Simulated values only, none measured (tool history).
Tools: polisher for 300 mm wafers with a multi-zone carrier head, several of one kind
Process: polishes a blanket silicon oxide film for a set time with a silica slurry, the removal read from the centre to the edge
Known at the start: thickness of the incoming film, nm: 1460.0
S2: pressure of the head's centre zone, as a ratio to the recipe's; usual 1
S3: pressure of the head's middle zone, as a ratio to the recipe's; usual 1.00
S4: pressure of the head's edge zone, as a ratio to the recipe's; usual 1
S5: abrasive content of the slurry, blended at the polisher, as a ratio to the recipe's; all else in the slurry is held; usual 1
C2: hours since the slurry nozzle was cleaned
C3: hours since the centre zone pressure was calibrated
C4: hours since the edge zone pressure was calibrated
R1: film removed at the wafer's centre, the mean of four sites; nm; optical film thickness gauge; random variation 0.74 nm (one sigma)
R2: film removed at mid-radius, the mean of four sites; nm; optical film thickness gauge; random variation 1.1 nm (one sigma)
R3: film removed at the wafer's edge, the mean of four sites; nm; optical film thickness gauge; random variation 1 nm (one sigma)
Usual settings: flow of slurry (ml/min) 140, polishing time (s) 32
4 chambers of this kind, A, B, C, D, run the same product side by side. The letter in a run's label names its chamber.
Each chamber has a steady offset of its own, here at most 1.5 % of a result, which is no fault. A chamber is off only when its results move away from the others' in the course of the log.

Run 1C, hour 8.4: usual settings; wafers polished on this pad 333; C2 47.0; C3 1012.0; C4 64.9. Result: R1 76.780 nm, R2 79.196 nm, R3 77.843 nm.
Run 2D, hour 14.4: usual settings; wafers polished on this pad 501; C2 117.9; C3 310.5; C4 481.9. Result: R1 77.581 nm, R2 77.555 nm, R3 76.973 nm.
At hour 18.4: chamber D: worn pad replaced by a new one.
Run 3B, hour 18.7: usual settings; wafers polished on this pad 951; C2 176.4; C3 191.6; C4 323.3. Result: R1 77.464 nm, R2 77.317 nm, R3 77.613 nm.
Run 4A, hour 23.7: usual settings; wafers polished on this pad 438; C2 93.8; C3 291.4; C4 209.0. Result: R1 78.657 nm, R2 79.134 nm, R3 78.776 nm.
Run 5C, hour 29.0: usual settings; wafers polished on this pad 498; C2 67.6; C3 1032.6; C4 85.5. Result: R1 78.290 nm, R2 77.463 nm, R3 77.021 nm.
Run 6B, hour 33.4: usual settings; wafers polished on this pad 1069; C2 191.1; C3 206.3; C4 338.0. Result: R1 77.444 nm, R2 77.404 nm, R3 77.772 nm.
Run 7D, hour 40.5: usual settings; wafers polished on this pad 177; C2 144.0; C3 336.6; C4 508.0. Result: R1 76.968 nm, R2 77.983 nm, R3 76.937 nm.
Run 8A, hour 44.5: usual settings; wafers polished on this pad 605; C2 114.6; C3 312.2; C4 229.8. Result: R1 79.609 nm, R2 78.239 nm, R3 78.723 nm.
Run 9D, hour 50.1: usual settings; wafers polished on this pad 254; C2 153.6; C3 346.2; C4 517.6. Result: R1 77.705 nm, R2 77.907 nm, R3 76.152 nm.
Run 10C, hour 55.1: usual settings; wafers polished on this pad 707; C2 93.7; C3 1058.7; C4 111.6. Result: R1 78.286 nm, R2 78.183 nm, R3 78.331 nm.
At hour 60.2: chamber B: worn pad replaced by a new one.
Run 11B, hour 60.8: usual settings; wafers polished on this pad 5; C2 218.5; C3 233.7; C4 365.4. Result: R1 76.845 nm, R2 78.610 nm, R3 77.792 nm.
Run 12A, hour 65.2: usual settings; wafers polished on this pad 771; C2 135.3; C3 332.9; C4 250.5. Result: R1 80.228 nm, R2 79.737 nm, R3 77.987 nm.
Run 13B, hour 71.0: usual settings but S3 0.89; wafers polished on this pad 87; C2 228.7; C3 243.9; C4 375.6. Result: R1 79.123 nm, R2 69.261 nm, R3 77.358 nm.
At hour 74.8: chamber C: worn pad replaced by a new one.
Run 14C, hour 76.7: usual settings but S3 0.89; wafers polished on this pad 15; C2 115.3; C3 1080.3; C4 133.2. Result: R1 78.747 nm, R2 68.956 nm, R3 78.417 nm.
At hour 78.9: chamber C: centre zone pressure recalibrated.
Run 15D, hour 83.2: usual settings but S3 0.89; wafers polished on this pad 520; C2 186.7; C3 379.3; C4 550.7. Result: R1 77.843 nm, R2 70.943 nm, R3 76.853 nm.
At hour 85.6: chamber D: worn pad replaced by a new one.
Run 16A, hour 87.2: usual settings but S3 0.89; wafers polished on this pad 947; C2 157.3; C3 354.9; C4 272.5. Result: R1 79.023 nm, R2 69.194 nm, R3 78.210 nm.
Run 17B, hour 93.6: usual settings; wafers polished on this pad 268; C2 251.3; C3 266.5; C4 398.2. Result: R1 77.882 nm, R2 78.586 nm, R3 76.912 nm.
Run 18C, hour 102.6: usual settings; wafers polished on this pad 223; C2 141.2; C3 23.8; C4 159.1. Result: R1 78.364 nm, R2 77.420 nm, R3 79.084 nm.
Run 19A, hour 110.4: usual settings; wafers polished on this pad 1134; C2 180.5; C3 378.1; C4 295.7. Result: R1 78.138 nm, R2 79.744 nm, R3 77.775 nm.
At hour 112.1: chamber A: slurry nozzle cleaned.
At hour 113.5: chamber D: slurry nozzle cleaned.
Run 20D, hour 117.5: usual settings; wafers polished on this pad 256; C2 4.0; C3 413.6; C4 585.0. Result: R1 76.927 nm, R2 79.315 nm, R3 77.063 nm.
Run 21A, hour 124.5: usual settings; wafers polished on this pad 1247; C2 12.4; C3 392.2; C4 309.8. Result: R1 78.415 nm, R2 78.924 nm, R3 77.781 nm.
At hour 127.2: chamber D: centre zone pressure recalibrated.
At hour 127.8: chamber B: slurry nozzle cleaned.
Run 22C, hour 129.9: usual settings; wafers polished on this pad 442; C2 168.5; C3 51.1; C4 186.4. Result: R1 78.054 nm, R2 78.212 nm, R3 77.897 nm.
Run 23D, hour 136.1: usual settings; wafers polished on this pad 405; C2 22.6; C3 9.0; C4 603.6. Result: R1 77.362 nm, R2 77.338 nm, R3 76.547 nm.
At hour 142.0: chamber A: worn pad replaced by a new one.
Run 24B, hour 144.6: usual settings; wafers polished on this pad 677; C2 16.9; C3 317.5; C4 449.2. Result: R1 77.193 nm, R2 78.571 nm, R3 78.926 nm.
Run 25A, hour 150.9: usual settings but flow of slurry (ml/min) 160, polishing time (s) 37; wafers polished on this pad 72; C2 38.8; C3 418.6; C4 336.2. Result: R1 92.952 nm, R2 91.062 nm, R3 92.913 nm.
Run 26C, hour 158.4: usual settings but flow of slurry (ml/min) 160, polishing time (s) 37; wafers polished on this pad 670; C2 197.0; C3 79.6; C4 214.9. Result: R1 93.070 nm, R2 92.594 nm, R3 92.364 nm.

Next, every chamber runs the same settings. What will each give?
Run 27A, hour 165.0: usual settings. Result: R1 ?, R2 ?, R3 ?.
Run 27B, hour 165.0: usual settings. Result: R1 ?, R2 ?, R3 ?.
Run 27C, hour 165.0: usual settings. Result: R1 ?, R2 ?, R3 ?.
Run 27D, hour 165.0: usual settings. Result: R1 ?, R2 ?, R3 ?.

run      R1      R2      R3
27A  79.223  78.823  78.477
27B  78.313  77.829  76.637
27C  77.162  78.615  76.745
27D  78.567  78.156  76.129

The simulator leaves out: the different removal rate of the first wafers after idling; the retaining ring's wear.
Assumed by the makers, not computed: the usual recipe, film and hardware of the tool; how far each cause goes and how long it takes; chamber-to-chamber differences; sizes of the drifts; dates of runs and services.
